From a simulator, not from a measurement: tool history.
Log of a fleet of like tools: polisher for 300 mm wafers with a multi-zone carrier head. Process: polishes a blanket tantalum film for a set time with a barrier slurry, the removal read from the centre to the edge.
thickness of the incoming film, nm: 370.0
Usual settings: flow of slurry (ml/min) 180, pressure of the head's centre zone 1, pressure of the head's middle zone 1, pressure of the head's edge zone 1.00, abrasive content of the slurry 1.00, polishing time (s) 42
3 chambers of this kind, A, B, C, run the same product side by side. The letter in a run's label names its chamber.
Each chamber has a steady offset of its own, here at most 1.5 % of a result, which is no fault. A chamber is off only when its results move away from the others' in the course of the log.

run   hour  flow of slurry (ml/min)  pressure of the head's centre zone  pressure of the head's middle zone  pressure of the head's edge zone  abrasive content of the slurry  polishing time (s)  wafers polished on this pad  hours since the slurry nozzle was cleaned  hours since the centre zone pressure was calibrated  hours since the edge zone pressure was calibrated  film removed at the wafer's centre (Å)  film removed at mid-radius (Å)  film removed at the wafer's edge (Å)
       5.4  -- chamber B: worn pad replaced by a new one
 1B    5.5                      180                                   1                                   1                              1.00                            1.00                  42                            1                                      123.3                                                558.9                                              761.9                                  502.37                          510.20                                500.80
 2A   10.6                      180                                   1                                   1                              1.00                            1.00                  42                          363                                      116.2                                                802.3                                               36.0                                  510.26                          512.12                                502.32
 3C   19.8                      180                                   1                                   1                              1.00                            1.00                  42                          284                                      113.0                                                371.3                                              573.4                                  498.78                          512.07                                506.43
 4A   26.0                      180                                   1                                   1                              1.00                            1.00                  42                          501                                      131.6                                                817.7                                               51.4                                  507.59                          507.31                                497.94
      28.6  -- chamber A: worn pad replaced by a new one
 5B   31.0                      180                                   1                                   1                              1.00                            1.00                  42                          230                                      148.8                                                584.4                                              787.4                                  496.98                          510.50                                500.37
 6C   38.6                      180                                   1                                   1                              1.00                            1.00                  42                          453                                      131.8                                                390.1                                              592.2                                  504.50                          505.74                                507.47
 7B   44.0                      180                                   1                                   1                              1.00                            1.00                  42                          347                                      161.8                                                597.4                                              800.4                                  494.91                          507.69                                500.49
 8C   54.3                      180                                   1                                   1                              1.00                            1.00                  42                          593                                      147.5                                                405.8                                              607.9                                  513.95                          491.43                                494.73
 9A   62.3                      180                                   1                                   1                              1.00                            1.00                  42                          303                                      167.9                                                854.0                                               87.7                                  511.92                          507.51                                507.95
10A   70.7                      180                                   1                                   1                              1.00                            1.00                  42                          378                                      176.3                                                862.4                                               96.1                                  513.25                          503.15                                493.46
11C   75.6                      180                                   1                                   1                              1.00                            1.00                  42                          785                                      168.8                                                427.1                                              629.2                                  511.13                          504.88                                503.93
12B   81.3                      180                                   1                                   1                              1.00                            1.00                  42                          681                                      199.1                                                634.7                                              837.7                                  495.59                          508.14                                497.66
      84.1  -- chamber B: worn pad replaced by a new one
13A   89.3                      180                                   1                                   1                              1.00                            1.00                  42                          545                                      194.9                                                881.0                                              114.7                                  502.56                          503.06                                502.12
      94.1  -- chamber A: worn pad replaced by a new one
14B   94.2                      180                                   1                                   1                              1.00                            1.00                  42                           91                                      212.0                                                647.6                                              850.6                                  494.96                          509.01                                494.74
15C  102.2                      180                                   1                                   1                              1.00                            1.00                  42                         1023                                      195.4                                                453.7                                              655.8                                  497.45                          501.17                                494.20
16C  109.8                      180                                   1                                   1                              1.05                            1.00                  42                         1092                                      203.0                                                461.3                                              663.4                                  507.40                          496.29                                505.21
17A  120.2                      180                                   1                                   1                              1.05                            1.00                  42                          234                                      225.8                                                911.9                                              145.6                                  503.38                          502.11                                522.76
     123.6  -- chamber C: worn pad replaced by a new one
18B  131.2                      180                                   1                                   1                              1.05                            1.00                  42                          423                                      249.0                                                684.6                                              887.6                                  500.47                          503.03                                522.30
19A  138.8                      180                                   1                                   1                              1.00                            1.00                  42                          401                                      244.4                                                930.5                                              164.2                                  511.31                          507.25                                504.44
20C  143.9                      180                                   1                                   1                              1.00                            1.00                  42                          182                                      237.1                                                495.4                                              697.5                                  506.70                          513.84                                500.98
21B  152.6                      180                                   1                                   1                              1.00                            1.00                  42                          615                                      270.4                                                706.0                                              909.0                                  496.70                          518.24                                490.77
     156.9  -- chamber B: worn pad replaced by a new one
     157.4  -- chamber A: worn pad replaced by a new one
22C  159.7                      180                                   1                                   1                              1.00                            0.75                  30                          324                                      252.9                                                511.2                                              713.3                                  330.72                          330.14                                324.51
23B  168.3                      180                                   1                                   1                              1.00                            0.75                  30                          102                                      286.1                                                721.7                                              924.7                                  318.06                          333.74                                329.60
24A  177.2                      180                                   1                                   1                              1.00                            0.75                  30                          178                                      282.8                                                968.9                                              202.6                                  333.07                          326.79                                322.63
     181.6  -- chamber B: centre zone pressure recalibrated
     183.0  -- chamber A: slurry nozzle cleaned
25B  188.2                      180                                   1                                   1                              1.00                            1.00                  42                          281                                      306.0                                                  6.6                                              944.6                                  537.03                          516.03                                498.41
     188.3  -- chamber C: centre zone pressure recalibrated
26C  197.0                      180                                   1                                   1                              1.00                            1.00                  42                          659                                      290.2                                                  8.7                                              750.6                                  504.62                          505.27                                499.52
     198.9  -- chamber C: slurry nozzle cleaned
27A  203.2                      180                                   1                                   1                              1.00                            1.00                  42                          411                                       20.3                                                994.9                                              228.6                                  502.63                          495.69                                506.87
28A  214.0                      180                                   1                                   1                              1.00                            1.00                  42                          508                                       31.1                                               1005.7                                              239.4                                  505.58                          499.02                                505.55
29B  221.5                      180                                   1                                   1                              1.00                            1.00                  42                          580                                      339.3                                                 39.9                                              977.9                                  545.80                          501.85                                505.35
     224.3  -- chamber A: worn pad replaced by a new one
30C  226.8                      180                                   1                                   1                              1.00                            1.00                  42                          926                                       28.0                                                 38.5                                              780.4                                  506.79                          502.37                                500.14
     232.4  -- chamber A: centre zone pressure recalibrated
31A  234.6                      180                                   1                                   1                              1.00                            1.00                  42                           92                                       51.7                                                  2.2                                              260.0                                  504.43                          494.85                                502.26
     242.4  -- chamber B: worn pad replaced by a new one
32B  245.4                      180                                   1                                   1                              1.00                            1.00                  42                           27                                      363.2                                                 63.8                                             1001.8                                  533.41                          505.18                                500.13
     253.4  -- chamber C: worn pad replaced by a new one
33C  256.0                      180                                   1                                   1                              1.00                            1.00                  56                           23                                       57.2                                                 67.7                                              809.6                                  673.26                          680.39                                662.11
34A  266.6                      180                                   1                                   1                              1.00                            1.00                  56                          379                                       83.7                                                 34.2                                              292.0                                  675.08                          685.04                                664.43
35C  276.4                      180                                   1                                   1                              1.00                            1.00                  56                          207                                       77.6                                                 88.1                                              830.0                                  671.50                          676.94                                668.68
     280.3  -- chamber A: worn pad replaced by a new one
36B  287.4                      180                                   1                                   1                              1.00                            1.00                  42                          404                                      405.2                                                105.8                                             1043.8                                  543.53                          503.24                                509.62
37B  293.3                      180                                   1                                   1                              1.00                            1.00                  42                          456                                      411.1                                                111.7                                             1049.7                                  547.52                          495.31                                505.67
38C  304.1                      220                                   1                                   1                              1.00                            1.00                  42                          455                                      105.3                                                115.8                                              857.7                                  524.70                          523.87                                513.63
39A  314.0                      220                                   1                                   1                              1.00                            1.00                  42                          302                                      131.1                                                 81.6                                              339.4                                  525.21                          512.57                                513.45

Next, every chamber runs the same settings. What will each give?
40A  321.9                      180                                   1                                   1                              1.00                            1.00                  42                                                                                                                                                                                                                       ?                               ?                                     ?
40B  321.9                      180                                   1                                   1                              1.00                            1.00                  42                                                                                                                                                                                                                       ?                               ?                                     ?
40C  321.9                      180                                   1                                   1                              1.00                            1.00                  42                                                                                                                                                                                                                       ?                               ?                                     ?

run  film removed at the wafer's centre (Å)  film removed at mid-radius (Å)  film removed at the wafer's edge (Å)
40A                                  508.53                          512.46                                504.97
40B                                  534.52                          509.42                                501.33
40C                                  503.42                          518.97                                500.28
